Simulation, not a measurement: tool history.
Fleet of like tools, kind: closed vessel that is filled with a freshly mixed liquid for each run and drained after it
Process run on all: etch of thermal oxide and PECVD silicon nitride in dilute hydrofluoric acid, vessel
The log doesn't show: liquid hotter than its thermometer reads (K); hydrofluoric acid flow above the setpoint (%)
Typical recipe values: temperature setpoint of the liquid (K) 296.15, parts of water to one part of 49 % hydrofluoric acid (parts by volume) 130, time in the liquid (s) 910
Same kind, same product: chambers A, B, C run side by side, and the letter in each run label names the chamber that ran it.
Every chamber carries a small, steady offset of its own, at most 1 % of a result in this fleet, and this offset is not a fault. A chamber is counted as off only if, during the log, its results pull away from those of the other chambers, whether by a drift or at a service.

| run | hour | temperature setpoint of the liquid (K) | parts of water to one part of 49 % hydrofluoric acid (parts by volume) | time in the liquid (s) | hours since the thermometer was replaced | hours since the hydrofluoric acid flow meter was replaced | read-back film thickness of the thermal oxide reference wafer, read on the same gauge (nm) | read-back film thickness of the PECVD silicon nitride reference wafer, read on the same gauge (nm) | thickness taken off the thermal oxide on a monitor wafer (nm) | thickness taken off the PECVD silicon nitride on a monitor wafer (nm) |
|---|---|---|---|---|---|---|---|---|---|---|
| 1B | 3 | 296.15 | 130 | 910 | 620.2 | 90.1 | 119.99 | 59.993 | 32.099 | 17.491 |
| 2C | 8.2 | 296.15 | 130 | 910 | 1111.3 | 375.7 | 119.99 | 59.974 | 31.886 | 17.463 |
| 3A | 10.9 | 296.15 | 130 | 910 | 258.2 | 1252.6 | 120.02 | 60.016 | 30.686 | 17.41 |
| 4B | 16.2 | 296.15 | 130 | 910 | 633.4 | 103.3 | 120.01 | 60.038 | 31.201 | 17.405 |
| 5C | 20 | 296.15 | 130 | 910 | 1123.1 | 387.5 | 120 | 60.025 | 31.609 | 17.524 |
| 6A | 23.8 | 296.15 | 130 | 910 | 271.1 | 1265.5 | 120.03 | 60.023 | 30.91 | 17.353 |
| 7B | 29.3 | 296.15 | 130 | 910 | 646.5 | 116.4 | 120.02 | 60.032 | 31.318 | 17.407 |
| 8C | 32.5 | 296.15 | 130 | 645 | 1135.6 | 400 | 120 | 60.022 | 22.609 | 12.465 |
| 9A | 36.8 | 296.15 | 130 | 645 | 284.1 | 1278.5 | 120.01 | 59.957 | 22.313 | 12.424 |
| 10A | 40.8 | 296.15 | 130 | 645 | 288.1 | 1282.5 | 120.02 | 60.007 | 22.278 | 12.339 |
| 11B | 44.2 | 294.65 | 130 | 910 | 661.4 | 131.3 | 119.99 | 60.004 | 30.419 | 15.927 |
| 12C | 47.8 | 294.65 | 130 | 910 | 1150.9 | 415.3 | 120.03 | 59.982 | 29.62 | 15.953 |
| 13C | 52.6 | 294.65 | 130 | 910 | 1155.7 | 420.1 | 120 | 60.007 | 30.295 | 15.921 |
| 14A | 58.4 | 296.15 | 130 | 910 | 305.7 | 1300.1 | 120.01 | 59.996 | 30.89 | 17.435 |
| 15B | 64.1 | 294.65 | 130 | 470 | 681.3 | 151.2 | 120 | 60.032 | 15.756 | 8.5141 |
| 16C | 67.8 | 294.65 | 130 | 470 | 1170.9 | 435.3 | 120 | 59.993 | 15.406 | 8.2101 |
| 17A | 70.4 | 294.65 | 130 | 470 | 317.7 | 1312.1 | 119.99 | 60.01 | 15.292 | 8.1196 |
| 18B | 73.6 | 296.15 | 130 | 910 | 690.8 | 160.7 | 119.99 | 60.025 | 33.3 | 18.452 |
| 19C | 79.3 | 296.15 | 130 | 910 | 1182.4 | 446.8 | 120.01 | 60.023 | 31.211 | 17.578 |
| 20B | 82.2 | 296.15 | 130 | 910 | 699.4 | 169.3 | 120.01 | 60.038 | 33.147 | 18.714 |
| 21A | 85.3 | 296.15 | 130 | 910 | 332.6 | 1327 | 119.98 | 60.027 | 31.096 | 17.57 |
| 22A | 88.7 | 296.15 | 130 | 910 | 336 | 1330.4 | 119.99 | 60.006 | 31.232 | 17.512 |
| 23C | 92.4 | 296.15 | 80 | 910 | 1195.5 | 459.9 | 119.98 | 59.997 | 54.593 | 28.489 |
| 24B | 96.4 | 296.15 | 80 | 910 | 713.6 | 183.5 | 119.96 | 60.017 | 57.947 | 30.414 |
| 25C | 100.1 | 296.15 | 80 | 910 | 1203.2 | 467.6 | 120.02 | 60.034 | 54.481 | 28.563 |
| 26A | 103.4 | 296.15 | 130 | 910 | 350.7 | 1345.1 | 120 | 59.958 | 30.96 | 17.499 |
| 27B | 106.7 | 296.15 | 130 | 910 | 723.9 | 193.8 | 120 | 60.001 | 33.825 | 19.311 |
| 28C | 110.8 | 296.15 | 130 | 910 | 1213.9 | 478.3 | 120 | 60.003 | 31.653 | 17.662 |
| 29B | 113.3 | 296.15 | 130 | 910 | 730.5 | 200.4 | 120 | 59.993 | 34.108 | 19.547 |
| 30A | 116.4 | 296.15 | 130 | 910 | 363.7 | 1358.1 | 119.99 | 60.002 | 31.547 | 17.48 |
| 31B | 120.3 | 296.15 | 130 | 910 | 737.5 | 207.4 | 119.99 | 59.985 | 34.38 | 19.767 |
| 32A | 124.4 | 296.15 | 130 | 910 | 371.7 | 1366.1 | 120.02 | 60.006 | 31.251 | 17.489 |
| 33C | 128.5 | 296.15 | 130 | 910 | 1231.6 | 496 | 120.03 | 60.029 | 31.473 | 17.565 |
| 34C | 131.2 | 296.15 | 130 | 910 | 1234.3 | 498.7 | 119.99 | 59.985 | 31.967 | 17.68 |

Does one chamber stand apart from the rest, does the shared gauge drift, or is all well apart from small per-chamber offsets? Give the chamber and the most likely cause, where there is one.

Chamber B drifts away from the others.
Cause: liquid hotter than its thermometer reads (K) = 2.31.

Below are 4 candidate recipes for chamber B's next run, each the usual settings with a change, their results shown as question marks. Which of them brings B's results back in line with what the other chambers give on the usual settings?
Allowed miss from the other chambers' usual-settings mean, per result, to count as in line: thickness taken off the thermal oxide on a monitor wafer (nm) 1; thickness taken off the PECVD silicon nitride on a monitor wafer (nm) 0.21
| 35B-1 | 135.4 | 294.65 | 125 | 835 |  |  |  |  | ? | ? |
| 35B-2 | 135.4 | 295.65 | 130 | 870 |  |  |  |  | ? | ? |
| 35B-3 | 135.4 | 297.65 | 135 | 990 |  |  |  |  | ? | ? |
| 35B-4 | 135.4 | 296.65 | 130 | 950 |  |  |  |  | ? | ? |

Other chambers, usual settings, mean: thickness taken off the thermal oxide on a monitor wafer (nm) 31.459; thickness taken off the PECVD silicon nitride on a monitor wafer (nm) 17.51
| run | thickness taken off the thermal oxide on a monitor wafer (nm) | thickness taken off the PECVD silicon nitride on a monitor wafer (nm) |
|---|---|---|
| 35B-1 | 31.487 | 17.552 |
| 35B-2 | 32.594 | 18.759 |
| 35B-3 | 38.286 | 23.334 |
| 35B-4 | 36.966 | 21.831 |
35B-1 puts the chamber back in line with the other chambers.
